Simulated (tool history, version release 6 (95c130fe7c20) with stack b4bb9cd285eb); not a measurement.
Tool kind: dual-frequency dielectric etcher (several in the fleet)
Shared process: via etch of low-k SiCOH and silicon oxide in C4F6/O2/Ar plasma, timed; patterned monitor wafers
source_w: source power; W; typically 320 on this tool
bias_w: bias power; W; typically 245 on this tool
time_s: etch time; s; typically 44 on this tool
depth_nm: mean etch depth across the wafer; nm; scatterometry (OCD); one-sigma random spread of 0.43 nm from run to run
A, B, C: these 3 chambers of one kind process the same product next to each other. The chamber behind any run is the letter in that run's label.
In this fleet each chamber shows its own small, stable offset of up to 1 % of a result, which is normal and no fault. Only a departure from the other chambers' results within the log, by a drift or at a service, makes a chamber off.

run	hour	source_w	bias_w	time_s	read-back reference wafer on the same gauge, depth_nm	depth_nm
1C	5.3	320	245	44	94.004	115.89
2A	9.6	320	245	44	94.054	117.36
3B	15.1	320	245	44	94.005	117.63
4A	18.3	320	245	44	94.139	117.22
5C	22.5	320	245	44	94.048	115.16
6B	27	320	245	44	94.003	117.62
7A	31.3	320	245	44	93.957	117.79
8C	34.8	320	245	44	94.012	116.31
9B	37.2	320	245	44	93.947	117.65
10A	41.6	320	245	44	93.971	116.89
11C	45.7	320	213	52.5	93.99	131.63
12B	48.5	320	213	52.5	94.009	132.79
13C	53.3	320	213	52.5	94.042	132.21
14A	57.7	320	245	44	93.963	116.96
15B	62	320	245	44	93.948	115.83
16B	66	320	245	44	93.952	116.37
17C	69	320	245	44	94.018	116.16
18A	72.1	320	245	44	94.035	116.79
19B	75.3	320	245	44	94.059	115.63
20A	78.8	320	273	44	93.998	120.85
21C	84	320	273	44	94.012	121.29
22A	87.5	320	273	44	93.915	122.26
23B	91.9	320	245	44	93.927	114.69
24C	95.3	320	245	44	94.05	115.69
25A	99.7	320	245	44	94.052	115.96
26C	104.6	320	245	44	94.061	116.63
27B	107.3	320	245	44	93.998	114.06
28C	112.1	320	245	44	93.977	115.63
29A	116.5	320	245	44	94	117.08
30B	120.2	320	245	44	93.931	114
31C	123.3	320	245	44	94.137	115.42
32B	127.4	320	245	44	94.108	113.18
33A	131.4	320	301	39.5	93.963	113.28
34B	135.9	320	301	39.5	94.041	109.15
35C	140.1	320	301	39.5	93.957	111.33
36A	143.2	320	245	44	93.91	117.51

Decide between three cases: one chamber stands off from its peers, the gauge reading all wafers drifts, or nothing is wrong past each chamber's small offset. Where a chamber is off, say which and what most likely put it there.

Little by little, chamber B moves away from the other chambers.
What lies behind it: etch rate under this chamber's usual, % = 3.83.

Here are 4 candidates for chamber B's next run, each the usual settings with a change, their results left as question marks. Which one brings its results back in line with what the others give on the usual settings?
Maximum distance from the other chambers' mean on the usual settings for a result to count as in line: depth_nm 1.5 nm
37B-1	147.1	320	245	42.5		?
37B-2	147.1	350	245	44		?
37B-3	147.1	320	248	46.5		?
37B-4	147.1	280	245	44		?

Other chambers, usual settings, mean: depth_nm 116.46 nm
run	depth_nm
37B-1	108.9
37B-2	116.66
37B-3	119.63
37B-4	107.15
The answer is 37B-2, which returns the chamber to within the allowed miss of the others.

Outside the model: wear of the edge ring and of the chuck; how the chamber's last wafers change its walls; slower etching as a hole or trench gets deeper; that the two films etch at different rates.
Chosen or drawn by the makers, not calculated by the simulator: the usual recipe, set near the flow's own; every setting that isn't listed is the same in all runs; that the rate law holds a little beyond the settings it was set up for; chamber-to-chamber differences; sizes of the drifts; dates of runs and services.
